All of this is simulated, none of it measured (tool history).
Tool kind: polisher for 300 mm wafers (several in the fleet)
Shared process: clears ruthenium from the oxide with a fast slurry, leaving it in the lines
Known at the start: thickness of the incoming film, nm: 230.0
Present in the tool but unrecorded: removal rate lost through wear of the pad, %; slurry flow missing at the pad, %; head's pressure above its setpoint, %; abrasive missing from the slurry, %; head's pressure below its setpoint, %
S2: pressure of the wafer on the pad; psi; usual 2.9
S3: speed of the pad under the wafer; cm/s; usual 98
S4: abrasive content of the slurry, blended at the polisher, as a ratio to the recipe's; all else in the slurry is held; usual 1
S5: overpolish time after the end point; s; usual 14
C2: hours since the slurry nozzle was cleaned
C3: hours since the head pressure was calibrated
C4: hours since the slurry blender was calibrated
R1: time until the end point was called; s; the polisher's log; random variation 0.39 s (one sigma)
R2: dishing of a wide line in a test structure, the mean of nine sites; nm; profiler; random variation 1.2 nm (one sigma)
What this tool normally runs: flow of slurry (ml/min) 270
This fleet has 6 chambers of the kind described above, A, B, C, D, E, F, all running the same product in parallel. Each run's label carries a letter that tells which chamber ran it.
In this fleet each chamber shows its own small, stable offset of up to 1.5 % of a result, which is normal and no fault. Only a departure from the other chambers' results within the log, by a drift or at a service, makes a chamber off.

{"hour": 0.7, "done": "chamber A: worn pad replaced by a new one"}
{"hour": 4.3, "done": "chamber C: worn pad replaced by a new one"}
{"hour": 4.4, "done": "chamber A: slurry nozzle cleaned"}
{"run": "1F", "hour": 10.3, "flow of slurry (ml/min)": 270, "S2": 2.9, "S3": 98, "S4": 1, "S5": 14, "wafers polished on this pad": 189, "C2": 201.9, "C3": 214.1, "C4": 186.4, "R1": 49.698, "R2": 53.472}
{"hour": 13.3, "done": "chamber D: worn pad replaced by a new one"}
{"run": "2B", "hour": 18.5, "flow of slurry (ml/min)": 270, "S2": 2.9, "S3": 98, "S4": 1, "S5": 14, "wafers polished on this pad": 1196, "C2": 479.3, "C3": 693.1, "C4": 74.7, "R1": 49.991, "R2": 53.499}
{"hour": 23.2, "done": "chamber B: slurry nozzle cleaned"}
{"run": "3D", "hour": 28.0, "flow of slurry (ml/min)": 270, "S2": 2.9, "S3": 98, "S4": 1, "S5": 14, "wafers polished on this pad": 91, "C2": 235.3, "C3": 1007.3, "C4": 113.9, "R1": 49.232, "R2": 52.165}
{"hour": 34.4, "done": "chamber B: head pressure recalibrated"}
{"run": "4C", "hour": 36.4, "flow of slurry (ml/min)": 270, "S2": 2.9, "S3": 98, "S4": 1, "S5": 14, "wafers polished on this pad": 198, "C2": 104.2, "C3": 724.9, "C4": 113.6, "R1": 48.28, "R2": 52.843}
{"run": "5A", "hour": 42.9, "flow of slurry (ml/min)": 270, "S2": 2.9, "S3": 98, "S4": 1, "S5": 14, "wafers polished on this pad": 261, "C2": 38.5, "C3": 486.2, "C4": 313.6, "R1": 48.526, "R2": 51.256}
{"hour": 48.4, "done": "chamber E: worn pad replaced by a new one"}
{"hour": 50.1, "done": "chamber A: head pressure recalibrated"}
{"run": "6E", "hour": 50.5, "flow of slurry (ml/min)": 270, "S2": 2.9, "S3": 98, "S4": 1, "S5": 14, "wafers polished on this pad": 13, "C2": 304.3, "C3": 219.2, "C4": 312.9, "R1": 48.845, "R2": 53.637}
{"run": "7A", "hour": 58.8, "flow of slurry (ml/min)": 270, "S2": 2.9, "S3": 98, "S4": 1, "S5": 14, "wafers polished on this pad": 359, "C2": 54.4, "C3": 8.7, "C4": 329.5, "R1": 48.359, "R2": 52.788}
{"hour": 59.1, "done": "chamber E: slurry nozzle cleaned"}
{"hour": 62.9, "done": "chamber F: slurry nozzle cleaned"}
{"run": "8D", "hour": 64.3, "flow of slurry (ml/min)": 270, "S2": 2.9, "S3": 98, "S4": 1, "S5": 14, "wafers polished on this pad": 315, "C2": 271.6, "C3": 1043.6, "C4": 150.2, "R1": 48.689, "R2": 52.214}
{"run": "9E", "hour": 69.4, "flow of slurry (ml/min)": 270, "S2": 2.9, "S3": 98, "S4": 1, "S5": 14, "wafers polished on this pad": 130, "C2": 10.4, "C3": 238.1, "C4": 331.8, "R1": 49.254, "R2": 51.477}
{"hour": 70.2, "done": "chamber B: worn pad replaced by a new one"}
{"run": "10F", "hour": 80.3, "flow of slurry (ml/min)": 335, "S2": 3.4, "S3": 98, "S4": 1, "S5": 14, "wafers polished on this pad": 622, "C2": 17.4, "C3": 284.1, "C4": 256.4, "R1": 40.956, "R2": 61.875}
{"hour": 81.9, "done": "chamber F: slurry blender recalibrated"}
{"run": "11B", "hour": 88.5, "flow of slurry (ml/min)": 335, "S2": 3.4, "S3": 98, "S4": 1, "S5": 14, "wafers polished on this pad": 113, "C2": 65.4, "C3": 54.1, "C4": 144.7, "R1": 41.406, "R2": 61.475}
{"hour": 89.0, "done": "chamber D: slurry blender recalibrated"}
{"run": "12C", "hour": 99.8, "flow of slurry (ml/min)": 335, "S2": 3.4, "S3": 98, "S4": 1, "S5": 14, "wafers polished on this pad": 591, "C2": 167.6, "C3": 788.3, "C4": 177.0, "R1": 40.196, "R2": 62.467}
{"run": "13F", "hour": 109.1, "flow of slurry (ml/min)": 335, "S2": 3.4, "S3": 98, "S4": 1, "S5": 14, "wafers polished on this pad": 800, "C2": 46.2, "C3": 312.9, "C4": 27.2, "R1": 41.099, "R2": 61.899}
{"hour": 111.9, "done": "chamber D: worn pad replaced by a new one"}
{"hour": 113.8, "done": "chamber E: slurry blender recalibrated"}
{"run": "14B", "hour": 115.2, "flow of slurry (ml/min)": 335, "S2": 3.4, "S3": 98, "S4": 1, "S5": 14, "wafers polished on this pad": 278, "C2": 92.1, "C3": 80.8, "C4": 171.4, "R1": 40.781, "R2": 62.722}
{"hour": 115.3, "done": "chamber C: worn pad replaced by a new one"}
{"run": "15A", "hour": 123.0, "flow of slurry (ml/min)": 335, "S2": 3.4, "S3": 98, "S4": 1, "S5": 14, "wafers polished on this pad": 756, "C2": 118.6, "C3": 72.9, "C4": 393.7, "R1": 40.152, "R2": 61.276}
{"run": "16C", "hour": 134.2, "flow of slurry (ml/min)": 270, "S2": 2.9, "S3": 98, "S4": 1, "S5": 14, "wafers polished on this pad": 117, "C2": 202.0, "C3": 822.7, "C4": 211.4, "R1": 47.564, "R2": 52.952}
{"run": "17E", "hour": 145.3, "flow of slurry (ml/min)": 270, "S2": 2.9, "S3": 98, "S4": 1, "S5": 14, "wafers polished on this pad": 599, "C2": 86.3, "C3": 314.0, "C4": 31.6, "R1": 48.212, "R2": 54.354}
{"run": "18D", "hour": 155.2, "flow of slurry (ml/min)": 270, "S2": 2.9, "S3": 98, "S4": 1, "S5": 14, "wafers polished on this pad": 267, "C2": 362.5, "C3": 1134.5, "C4": 66.2, "R1": 49.55, "R2": 54.69}
{"run": "19C", "hour": 165.9, "flow of slurry (ml/min)": 270, "S2": 2.9, "S3": 98, "S4": 1, "S5": 14, "wafers polished on this pad": 313, "C2": 233.7, "C3": 854.4, "C4": 243.1, "R1": 48.304, "R2": 52.016}
{"run": "20F", "hour": 172.8, "flow of slurry (ml/min)": 270, "S2": 2.9, "S3": 98, "S4": 1, "S5": 14, "wafers polished on this pad": 1194, "C2": 109.9, "C3": 376.6, "C4": 90.9, "R1": 50.021, "R2": 49.893}
{"run": "21E", "hour": 179.7, "flow of slurry (ml/min)": 270, "S2": 2.9, "S3": 98, "S4": 1, "S5": 14, "wafers polished on this pad": 812, "C2": 120.7, "C3": 348.4, "C4": 66.0, "R1": 48.068, "R2": 54.542}
{"run": "22B", "hour": 188.6, "flow of slurry (ml/min)": 270, "S2": 2.9, "S3": 98, "S4": 1, "S5": 14, "wafers polished on this pad": 732, "C2": 165.5, "C3": 154.2, "C4": 244.8, "R1": 48.974, "R2": 52.967}
{"run": "23A", "hour": 195.5, "flow of slurry (ml/min)": 270, "S2": 2.9, "S3": 98, "S4": 1, "S5": 14, "wafers polished on this pad": 1205, "C2": 191.1, "C3": 145.4, "C4": 466.2, "R1": 48.506, "R2": 52.085}
{"hour": 202.2, "done": "chamber D: worn pad replaced by a new one"}
{"hour": 202.6, "done": "chamber A: worn pad replaced by a new one"}
{"run": "24D", "hour": 203.2, "flow of slurry (ml/min)": 270, "S2": 2.9, "S3": 98, "S4": 1, "S5": 14, "wafers polished on this pad": 6, "C2": 410.5, "C3": 1182.5, "C4": 114.2, "R1": 49.44, "R2": 53.082}
{"run": "25F", "hour": 212.2, "flow of slurry (ml/min)": 270, "S2": 2.9, "S3": 98, "S4": 1, "S5": 14, "wafers polished on this pad": 1438, "C2": 149.3, "C3": 416.0, "C4": 130.3, "R1": 50.83, "R2": 51.584}
{"run": "26A", "hour": 222.1, "flow of slurry (ml/min)": 270, "S2": 2.9, "S3": 98, "S4": 1, "S5": 14, "wafers polished on this pad": 120, "C2": 217.7, "C3": 172.0, "C4": 492.8, "R1": 48.932, "R2": 51.948}
{"hour": 225.1, "done": "chamber C: worn pad replaced by a new one"}
{"hour": 228.6, "done": "chamber E: worn pad replaced by a new one"}
{"run": "27B", "hour": 233.6, "flow of slurry (ml/min)": 270, "S2": 2.9, "S3": 98, "S4": 1, "S5": 14, "wafers polished on this pad": 1010, "C2": 210.5, "C3": 199.2, "C4": 289.8, "R1": 49.26, "R2": 53.13}
{"hour": 238.8, "done": "chamber C: slurry nozzle cleaned"}
{"run": "28E", "hour": 243.1, "flow of slurry (ml/min)": 270, "S2": 2.9, "S3": 98, "S4": 1, "S5": 14, "wafers polished on this pad": 90, "C2": 184.1, "C3": 411.8, "C4": 129.4, "R1": 48.534, "R2": 53.236}
{"run": "29D", "hour": 252.4, "flow of slurry (ml/min)": 345, "S2": 2.9, "S3": 98, "S4": 1, "S5": 8, "wafers polished on this pad": 310, "C2": 459.7, "C3": 1231.7, "C4": 163.4, "R1": 47.597, "R2": 32.516}
{"hour": 256.9, "done": "chamber C: slurry blender recalibrated"}
{"run": "30C", "hour": 263.5, "flow of slurry (ml/min)": 345, "S2": 2.9, "S3": 98, "S4": 1, "S5": 8, "wafers polished on this pad": 237, "C2": 24.8, "C3": 952.0, "C4": 6.7, "R1": 47.605, "R2": 31.402}
{"run": "31B", "hour": 273.6, "flow of slurry (ml/min)": 345, "S2": 2.9, "S3": 98, "S4": 1, "S5": 8, "wafers polished on this pad": 1257, "C2": 250.5, "C3": 239.2, "C4": 329.8, "R1": 48.022, "R2": 33.607}
{"hour": 276.0, "done": "chamber A: slurry blender recalibrated"}
{"hour": 276.7, "done": "chamber D: slurry blender recalibrated"}
{"run": "32C", "hour": 279.0, "flow of slurry (ml/min)": 345, "S2": 2.9, "S3": 98, "S4": 1, "S5": 8, "wafers polished on this pad": 333, "C2": 40.3, "C3": 967.5, "C4": 22.2, "R1": 47.697, "R2": 32.214}
{"run": "33F", "hour": 284.7, "flow of slurry (ml/min)": 345, "S2": 2.9, "S3": 98, "S4": 1, "S5": 8, "wafers polished on this pad": 1886, "C2": 221.8, "C3": 488.5, "C4": 202.8, "R1": 52.044, "R2": 30.544}
{"hour": 290.7, "done": "chamber D: worn pad replaced by a new one"}
{"run": "34E", "hour": 294.4, "flow of slurry (ml/min)": 345, "S2": 2.9, "S3": 98, "S4": 1, "S5": 8, "wafers polished on this pad": 407, "C2": 235.4, "C3": 463.1, "C4": 180.7, "R1": 47.699, "R2": 31.609}
{"hour": 296.0, "done": "chamber F: slurry nozzle cleaned"}
{"hour": 297.9, "done": "chamber B: slurry blender recalibrated"}
{"run": "35A", "hour": 305.8, "flow of slurry (ml/min)": 270, "S2": 2.9, "S3": 98, "S4": 1, "S5": 14, "wafers polished on this pad": 638, "C2": 301.4, "C3": 255.7, "C4": 29.8, "R1": 47.702, "R2": 55.251}
{"run": "36D", "hour": 315.8, "flow of slurry (ml/min)": 270, "S2": 2.9, "S3": 98, "S4": 1, "S5": 14, "wafers polished on this pad": 155, "C2": 523.1, "C3": 1295.1, "C4": 39.2, "R1": 49.549, "R2": 52.49}
{"run": "37C", "hour": 323.9, "flow of slurry (ml/min)": 270, "S2": 2.9, "S3": 98, "S4": 1, "S5": 14, "wafers polished on this pad": 611, "C2": 85.2, "C3": 1012.4, "C4": 67.1, "R1": 48.417, "R2": 52.421}
{"hour": 324.4, "done": "chamber B: worn pad replaced by a new one"}
{"run": "38A", "hour": 329.1, "flow of slurry (ml/min)": 270, "S2": 2.9, "S3": 98, "S4": 1, "S5": 14, "wafers polished on this pad": 782, "C2": 324.7, "C3": 279.0, "C4": 53.1, "R1": 48.125, "R2": 52.035}
{"hour": 338.0, "done": "chamber F: slurry blender recalibrated"}
{"run": "39B", "hour": 339.9, "flow of slurry (ml/min)": 270, "S2": 2.9, "S3": 98, "S4": 1, "S5": 14, "wafers polished on this pad": 95, "C2": 316.8, "C3": 305.5, "C4": 42.0, "R1": 49.243, "R2": 53.965}
{"run": "40F", "hour": 351.0, "flow of slurry (ml/min)": 270, "S2": 2.9, "S3": 98, "S4": 1, "S5": 14, "wafers polished on this pad": 2296, "C2": 55.0, "C3": 554.8, "C4": 13.1, "R1": 54.759, "R2": 48.478}

The same settings go to every chamber for the next run, one line per chamber below. Forecast the results for each:
{"run": "41A", "hour": 359.3, "flow of slurry (ml/min)": 270, "S2": 3.8, "S3": 98, "S4": 1, "S5": 14, "R1": "?", "R2": "?"}
{"run": "41B", "hour": 359.3, "flow of slurry (ml/min)": 270, "S2": 3.8, "S3": 98, "S4": 1, "S5": 14, "R1": "?", "R2": "?"}
{"run": "41C", "hour": 359.3, "flow of slurry (ml/min)": 270, "S2": 3.8, "S3": 98, "S4": 1, "S5": 14, "R1": "?", "R2": "?"}
{"run": "41D", "hour": 359.3, "flow of slurry (ml/min)": 270, "S2": 3.8, "S3": 98, "S4": 1, "S5": 14, "R1": "?", "R2": "?"}
{"run": "41E", "hour": 359.3, "flow of slurry (ml/min)": 270, "S2": 3.8, "S3": 98, "S4": 1, "S5": 14, "R1": "?", "R2": "?"}
{"run": "41F", "hour": 359.3, "flow of slurry (ml/min)": 270, "S2": 3.8, "S3": 98, "S4": 1, "S5": 14, "R1": "?", "R2": "?"}

run=41A R1=36.918 R2=68.541
run=41B R1=37.707 R2=68.311
run=41C R1=37.209 R2=65.678
run=41D R1=37.107 R2=67.275
run=41E R1=37.296 R2=66.925
run=41F R1=42.405 R2=61.692

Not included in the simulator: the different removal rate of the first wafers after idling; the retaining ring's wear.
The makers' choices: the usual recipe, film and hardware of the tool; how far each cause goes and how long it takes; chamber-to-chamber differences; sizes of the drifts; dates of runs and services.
